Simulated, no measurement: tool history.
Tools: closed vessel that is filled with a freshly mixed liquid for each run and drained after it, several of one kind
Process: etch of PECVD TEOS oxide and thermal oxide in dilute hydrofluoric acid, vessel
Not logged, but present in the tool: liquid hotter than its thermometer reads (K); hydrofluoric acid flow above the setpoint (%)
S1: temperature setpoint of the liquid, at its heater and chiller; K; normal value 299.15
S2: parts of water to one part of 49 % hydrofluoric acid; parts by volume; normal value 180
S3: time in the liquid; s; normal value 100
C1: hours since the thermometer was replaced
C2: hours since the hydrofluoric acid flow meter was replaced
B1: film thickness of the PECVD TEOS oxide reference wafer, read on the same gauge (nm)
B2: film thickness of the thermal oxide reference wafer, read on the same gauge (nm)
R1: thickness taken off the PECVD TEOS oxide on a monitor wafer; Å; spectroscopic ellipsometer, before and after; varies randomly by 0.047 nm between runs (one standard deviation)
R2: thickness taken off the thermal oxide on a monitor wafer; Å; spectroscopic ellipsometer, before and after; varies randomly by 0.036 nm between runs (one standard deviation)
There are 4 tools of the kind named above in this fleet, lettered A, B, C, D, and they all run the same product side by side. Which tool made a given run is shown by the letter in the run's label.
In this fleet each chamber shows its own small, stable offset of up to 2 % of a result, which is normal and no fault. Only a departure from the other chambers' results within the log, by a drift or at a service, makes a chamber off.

run,hour,S1,S2,S3,C1,C2,B1,B2,R1,R2
1D,11.5,299.15,180,100,266.0,736.8,60.006,79.967,75.507,24.739
2A,17.5,299.15,180,100,1593.9,1590.6,60.012,79.982,74.986,25.687
3B,29.5,299.15,180,100,823.7,624.1,60.029,79.960,74.953,24.456
4C,36.6,299.15,180,100,848.6,1281.3,60.024,79.996,76.465,25.141
5D,45.3,299.15,180,100,299.8,770.6,60.002,79.997,74.854,25.137
# hour 46.0: chamber C: hydrofluoric acid flow meter replaced
6C,53.7,299.15,180,100,865.7,7.8,59.970,79.997,74.636,24.883
7B,60.0,299.15,180,100,854.2,654.6,60.012,79.991,74.830,24.839
8A,66.7,299.15,180,100,1643.1,1639.8,60.002,79.993,75.355,24.406
9C,73.6,299.15,180,100,885.6,27.7,59.984,79.981,75.162,24.564
10B,79.6,299.15,250,135,873.8,674.2,60.003,80.023,67.308,22.682
11A,87.8,299.15,250,135,1664.2,1660.9,60.022,79.990,68.508,22.106
12D,95.2,299.15,250,135,349.7,820.5,60.008,79.991,67.906,22.268
13C,100.9,299.15,250,135,912.9,55.0,59.998,80.001,67.049,22.455
14D,106.9,299.15,180,100,361.4,832.2,59.988,79.962,75.175,24.408
15A,114.6,299.15,180,100,1691.0,1687.7,59.984,79.975,75.064,25.278
16B,125.4,299.15,180,100,919.6,720.0,59.995,80.026,77.133,25.562
17A,135.0,299.15,180,100,1711.4,1708.1,60.046,80.022,75.288,24.734
18D,141.7,299.15,180,100,396.2,867.0,59.996,80.019,76.102,24.330
19C,153.9,299.15,180,100,965.9,108.0,59.987,79.997,75.872,24.525
20B,164.1,299.15,180,100,958.3,758.7,59.981,79.983,77.055,25.420
21D,172.3,299.15,180,100,426.8,897.6,60.001,80.022,74.163,24.515
22C,184.1,299.15,180,100,996.1,138.2,59.994,79.984,74.998,24.175
23A,190.3,299.15,235,100,1766.7,1763.4,59.974,80.000,54.640,18.158
24B,199.1,299.15,235,100,993.3,793.7,59.983,80.003,55.693,18.384
25A,206.1,299.15,235,100,1782.5,1779.2,60.018,79.986,54.060,18.073
26B,218.2,299.15,235,100,1012.4,812.8,60.000,80.019,56.681,18.837
27D,224.2,299.15,180,100,478.7,949.5,59.990,80.008,75.280,25.281
28C,233.1,304.15,180,100,1045.1,187.2,59.972,80.012,89.524,30.264
29C,238.8,304.15,180,100,1050.8,192.9,59.982,79.986,91.038,29.635
30A,248.2,304.15,180,100,1824.6,1821.3,60.030,80.001,89.281,30.014
# hour 255.5: chamber C: thermometer replaced
31D,258.7,304.15,180,100,513.2,984.0,59.988,79.997,89.244,28.753
32B,266.1,299.15,180,100,1060.3,860.7,59.980,80.015,80.911,26.555
33B,274.1,299.15,125,130,1068.3,868.7,59.999,80.026,161.590,52.242
# hour 277.8: chamber A: hydrofluoric acid flow meter replaced
34D,282.3,299.15,125,130,536.8,1007.6,60.029,80.056,148.520,48.009
35C,289.1,299.15,125,130,33.6,243.2,59.996,80.008,153.000,49.876
36A,300.1,299.15,125,130,1876.5,22.3,60.007,80.022,149.630,50.196

Next, all 4 chambers run the settings below, one line each with question marks for the results. What does each chamber give?
37A,309.0,299.15,180,100,,,,,?,?
37B,309.0,299.15,180,100,,,,,?,?
37C,309.0,299.15,180,100,,,,,?,?
37D,309.0,299.15,180,100,,,,,?,?

run,R1,R2
37A,74.212,24.182
37B,81.321,26.724
37C,74.585,24.573
37D,74.448,24.635
